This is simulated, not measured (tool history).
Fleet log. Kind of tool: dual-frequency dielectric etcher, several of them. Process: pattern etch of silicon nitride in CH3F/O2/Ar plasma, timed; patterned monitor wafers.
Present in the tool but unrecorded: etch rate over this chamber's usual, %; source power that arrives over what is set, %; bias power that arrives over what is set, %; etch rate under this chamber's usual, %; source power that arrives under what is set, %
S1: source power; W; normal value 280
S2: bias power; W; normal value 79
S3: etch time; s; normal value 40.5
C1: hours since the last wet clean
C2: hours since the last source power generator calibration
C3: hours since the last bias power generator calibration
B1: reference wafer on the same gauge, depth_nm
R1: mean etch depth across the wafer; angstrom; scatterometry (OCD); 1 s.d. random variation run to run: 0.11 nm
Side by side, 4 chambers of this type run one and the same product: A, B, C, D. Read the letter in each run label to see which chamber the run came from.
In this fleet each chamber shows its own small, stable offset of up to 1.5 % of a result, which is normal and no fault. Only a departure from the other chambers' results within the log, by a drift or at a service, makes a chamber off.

run,hour,S1,S2,S3,C1,C2,C3,B1,R1
1D,3.3,280,79,40.5,610.5,3984.1,3682.9,28.407,259.43
2C,7.1,280,79,40.5,240.2,3550.3,2670.0,28.398,258.68
3B,11.8,280,79,40.5,444.0,187.4,1023.7,28.422,254.28
4A,15.6,280,79,40.5,305.3,1106.5,2413.1,28.397,257.06
5A,19.0,280,79,40.5,308.7,1109.9,2416.5,28.373,257.01
6C,22.9,280,79,40.5,256.0,3566.1,2685.8,28.405,255.43
# hour 25.9: chamber D: wet clean of the chamber
7B,26.2,280,79,40.5,458.4,201.8,1038.1,28.420,254.75
8D,28.6,260,79,35.0,2.8,4009.4,3708.2,28.374,216.96
9A,33.0,260,79,35.0,322.7,1123.9,2430.5,28.409,217.25
10D,35.5,260,79,35.0,9.7,4016.3,3715.1,28.400,216.77
11C,38.5,260,79,35.0,271.6,3581.7,2701.4,28.401,215.08
12B,41.8,280,79,40.5,474.0,217.4,1053.7,28.383,253.38
13C,46.6,280,79,40.5,279.7,3589.8,2709.5,28.373,252.55
14A,48.7,280,68,33.5,338.4,1139.6,2446.2,28.409,201.61
15D,51.0,280,68,33.5,25.2,4031.8,3730.6,28.424,202.99
16B,54.9,280,68,33.5,487.1,230.5,1066.8,28.374,200.19
17C,57.1,280,68,33.5,290.2,3600.3,2720.0,28.407,197.05
18B,60.9,330,66,40.5,493.1,236.5,1072.8,28.429,253.72
19D,65.1,330,66,40.5,39.3,4045.9,3744.7,28.415,257.35
20A,69.4,330,66,40.5,359.1,1160.3,2466.9,28.398,256.45
21B,73.0,330,66,40.5,505.2,248.6,1084.9,28.368,254.32
22C,75.3,280,79,40.5,308.4,3618.5,2738.2,28.372,247.83
23A,78.0,280,79,40.5,367.7,1168.9,2475.5,28.386,257.76
24D,80.2,280,79,40.5,54.4,4061.0,3759.8,28.406,257.74
25D,83.0,280,79,40.5,57.2,4063.8,3762.6,28.388,257.22
26B,87.2,280,79,40.5,519.4,262.8,1099.1,28.442,254.52
27A,89.7,210,91,40.5,379.4,1180.6,2487.2,28.376,242.28

Is one chamber out of step, is the gauge drifting, or do the chambers differ by no more than their own small offsets? For an off chamber, give its letter and the likeliest cause.

One chamber, C, drifts off from the rest bit by bit.
Cause: etch rate under this chamber's usual, % = 5.41.

Which of the 4 candidates below, each the usual settings with something changed and its results left as question marks, puts chamber C back in line with what the other chambers give on the usual settings?
In line here means within this much of the mean the other chambers give on the usual settings: R1 3.70 angstrom
28C-1,93.2,290,79,43.5,,,,,?
28C-2,93.2,270,78,38.0,,,,,?
28C-3,93.2,280,80,42.5,,,,,?
28C-4,93.2,250,79,40.5,,,,,?

The mean the other chambers reach with the usual settings: R1 256.41 angstrom
run,R1
28C-1,266.63
28C-2,225.70
28C-3,258.22
28C-4,234.73
28C-3 brings the chamber back in line.
